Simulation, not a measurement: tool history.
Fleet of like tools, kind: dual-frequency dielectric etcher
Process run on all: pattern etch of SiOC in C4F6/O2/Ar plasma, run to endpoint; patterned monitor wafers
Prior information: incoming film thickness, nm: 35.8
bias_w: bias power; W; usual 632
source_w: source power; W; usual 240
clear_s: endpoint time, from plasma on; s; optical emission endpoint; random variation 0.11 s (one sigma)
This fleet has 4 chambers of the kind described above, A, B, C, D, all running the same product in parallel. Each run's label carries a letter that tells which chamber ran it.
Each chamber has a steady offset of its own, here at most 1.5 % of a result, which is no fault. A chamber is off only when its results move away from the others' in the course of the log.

run	day	bias_w	source_w	hours since the last wet clean	hours since the last bias power generator calibration	hours since the last source power generator calibration	clear_s
1D	0.346	632	240	367.8	1514.7	916.2	13.199
2C	0.733	632	240	364.3	156.3	3229.6	13.183
3B	1.221	632	240	279.9	931.2	3200.3	13.451
4A	1.879	632	240	210.8	214.0	2005.6	13.280
# day 1.892: chamber C: wet clean of the chamber
5B	2.400	632	240	308.2	959.5	3228.6	13.535
6D	2.971	632	240	430.8	1577.7	979.2	13.400
7A	3.404	632	240	247.4	250.6	2042.2	13.394
8C	3.917	632	240	48.7	232.7	3306.0	13.436
9B	4.575	632	240	360.4	1011.7	3280.8	13.403
10A	4.962	555	300	284.8	288.0	2079.6	12.981
# day 5.138: chamber D: wet clean of the chamber
11C	5.375	555	300	83.7	267.7	3341.0	12.761
12D	5.783	555	300	15.6	1645.2	1046.7	12.984
13A	6.217	555	300	314.9	318.1	2109.7	12.826
14B	6.800	632	240	413.8	1065.1	3334.2	13.655
15D	7.154	632	240	48.5	1678.1	1079.6	13.112
16C	7.671	766	240	138.8	322.8	3396.1	12.209
17C	8.238	766	240	152.4	336.4	3409.7	12.303
18A	8.738	766	240	375.4	378.6	2170.2	12.295
19B	9.392	766	240	476.0	1127.3	3396.4	12.589
20D	9.771	632	240	111.3	1740.9	1142.4	13.158
21C	10.175	632	240	198.9	382.9	3456.2	13.301
# day 10.604: chamber B: wet clean of the chamber
22D	10.679	632	240	133.1	1762.7	1164.2	13.401
23A	11.304	632	200	437.0	440.2	2231.8	14.254
24B	11.596	632	200	23.9	1180.2	3449.3	14.376
25C	12.021	632	200	243.2	427.2	3500.5	14.252
26A	12.517	632	200	466.1	469.3	2260.9	13.916
27D	13.021	632	260	189.3	1818.9	1220.4	13.013
28B	13.321	632	260	65.3	1221.6	3490.7	13.078
29D	13.758	632	260	207.0	1836.6	1238.1	12.748
30B	14.083	632	260	83.6	1239.9	3509.0	13.150
31C	14.371	697	270	299.6	483.6	3556.9	12.309
32A	14.858	697	270	522.3	525.5	2317.1	12.308
# day 14.888: chamber C: source power generator calibrated
33C	15.246	697	270	320.6	504.6	8.6	12.097
# day 15.721: chamber A: wet clean of the chamber
34A	15.792	697	270	1.7	547.9	2339.5	12.256
35D	16.183	632	240	265.2	1894.8	1296.3	13.570
36B	16.833	486	210	149.6	1305.9	3575.0	15.585

The same settings go to every chamber for the next run, one line per chamber below. Forecast the results for each:
37A	17.308	542	240				?
37B	17.308	542	240				?
37C	17.308	542	240				?
37D	17.308	542	240				?

run	clear_s
37A	14.103
37B	14.390
37C	13.933
37D	14.214

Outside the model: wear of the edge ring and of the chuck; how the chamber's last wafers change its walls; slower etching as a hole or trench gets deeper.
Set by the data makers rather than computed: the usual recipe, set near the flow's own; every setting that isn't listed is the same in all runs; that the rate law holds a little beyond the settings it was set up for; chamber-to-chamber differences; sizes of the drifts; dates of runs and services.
